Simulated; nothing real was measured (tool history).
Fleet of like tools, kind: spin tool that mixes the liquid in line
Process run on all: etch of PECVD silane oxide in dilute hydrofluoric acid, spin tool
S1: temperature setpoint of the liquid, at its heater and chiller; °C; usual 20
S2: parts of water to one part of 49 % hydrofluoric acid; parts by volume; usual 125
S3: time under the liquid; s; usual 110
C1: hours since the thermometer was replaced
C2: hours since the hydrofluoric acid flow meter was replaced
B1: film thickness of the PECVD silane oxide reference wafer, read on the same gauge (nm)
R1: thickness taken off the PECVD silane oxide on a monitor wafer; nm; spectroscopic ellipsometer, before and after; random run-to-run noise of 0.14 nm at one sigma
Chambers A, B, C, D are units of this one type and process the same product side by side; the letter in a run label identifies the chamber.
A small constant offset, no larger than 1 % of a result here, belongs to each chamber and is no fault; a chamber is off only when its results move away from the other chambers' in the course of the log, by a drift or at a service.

At hour 4.4: chamber D: thermometer replaced.
Run 1C, hour 10.3: usual settings; C1 459.2; C2 661.8; B1 50.029. Result: R1 21.648 nm.
Run 2A, hour 26.8: usual settings; C1 495.3; C2 1265.8; B1 49.99. Result: R1 21.299 nm.
Run 3D, hour 34.4: usual settings; C1 30.1; C2 1786.7; B1 49.99. Result: R1 21.235 nm.
Run 4B, hour 47.5: usual settings; C1 904.2; C2 539.4; B1 49.99. Result: R1 21.444 nm.
Run 5A, hour 61.6: usual settings; C1 530.1; C2 1300.6; B1 49.989. Result: R1 21.394 nm.
Run 6B, hour 73.7: usual settings but S3 90 s; C1 930.4; C2 565.6; B1 50.007. Result: R1 17.398 nm.
At hour 86.5: chamber B: hydrofluoric acid flow meter replaced.
Run 7D, hour 90.1: usual settings but S3 90 s; C1 85.8; C2 1842.4; B1 50.057. Result: R1 17.492 nm.
At hour 101.9: chamber D: hydrofluoric acid flow meter replaced.
Run 8C, hour 104.5: usual settings but S3 90 s; C1 553.4; C2 756; B1 50.04. Result: R1 17.527 nm.
Run 9D, hour 121.1: usual settings but S3 90 s; C1 116.8; C2 19.3; B1 50.01. Result: R1 17.456 nm.
Run 10B, hour 131.1: usual settings; C1 987.8; C2 44.6; B1 50.02. Result: R1 21.405 nm.
Run 11A, hour 147.2: usual settings; C1 615.7; C2 1386.2; B1 50.026. Result: R1 21.444 nm.
Run 12C, hour 162.7: usual settings but S3 60 s; C1 611.6; C2 814.2; B1 49.998. Result: R1 11.88 nm.
Run 13B, hour 172.8: usual settings but S3 60 s; C1 1029.5; C2 86.3; B1 49.99. Result: R1 11.651 nm.
Run 14C, hour 181.6: usual settings but S3 60 s; C1 630.5; C2 833.1; B1 49.967. Result: R1 11.827 nm.
At hour 187.1: chamber B: thermometer replaced.
Run 15A, hour 190.6: usual settings but S3 60 s; C1 659.1; C2 1429.6; B1 50. Result: R1 11.618 nm.
Run 16D, hour 200.9: usual settings but S2 170 parts by volume, S3 140 s; C1 196.6; C2 99.1; B1 50.012. Result: R1 19.178 nm.
Run 17A, hour 210.1: usual settings but S2 170 parts by volume, S3 140 s; C1 678.6; C2 1449.1; B1 49.954. Result: R1 18.987 nm.
Run 18B, hour 224.1: usual settings but S2 170 parts by volume, S3 140 s; C1 37; C2 137.6; B1 49.971. Result: R1 18.994 nm.
Run 19C, hour 233.5: usual settings but S2 170 parts by volume, S3 140 s; C1 682.4; C2 885; B1 49.986. Result: R1 20.022 nm.
Run 20D, hour 240.9: usual settings; C1 236.6; C2 139.1; B1 49.99. Result: R1 21.255 nm.
Run 21C, hour 254.6: usual settings; C1 703.5; C2 906.1; B1 49.981. Result: R1 22.631 nm.
Run 22D, hour 263.1: usual settings; C1 258.8; C2 161.3; B1 50.02. Result: R1 21.434 nm.
At hour 269.6: chamber C: hydrofluoric acid flow meter replaced.
Run 23B, hour 276.6: usual settings; C1 89.5; C2 190.1; B1 49.979. Result: R1 21.228 nm.
Run 24A, hour 292.1: usual settings; C1 760.6; C2 1531.1; B1 50.012. Result: R1 21.488 nm.
Run 25C, hour 301.4: usual settings; C1 750.3; C2 31.9; B1 50.007. Result: R1 22.758 nm.
Run 26D, hour 313.2: usual settings; C1 308.9; C2 211.4; B1 50.012. Result: R1 21.397 nm.
Run 27B, hour 326.1: usual settings; C1 139; C2 239.6; B1 50.016. Result: R1 21.347 nm.
Run 28A, hour 336.2: usual settings; C1 804.7; C2 1575.2; B1 50.01. Result: R1 21.3 nm.
Run 29A, hour 345: usual settings; C1 813.5; C2 1584; B1 49.99. Result: R1 21.444 nm.
Run 30C, hour 352.6: usual settings; C1 801.5; C2 83.1; B1 49.999. Result: R1 23.24 nm.

The same settings go to every chamber for the next run, one line per chamber below. Forecast the results for each:
Run 31A, hour 364.4: usual settings. Result: R1 ?.
Run 31B, hour 364.4: usual settings. Result: R1 ?.
Run 31C, hour 364.4: usual settings. Result: R1 ?.
Run 31D, hour 364.4: usual settings. Result: R1 ?.

run      R1
31A  21.449
31B  21.481
31C  23.556
31D  21.643
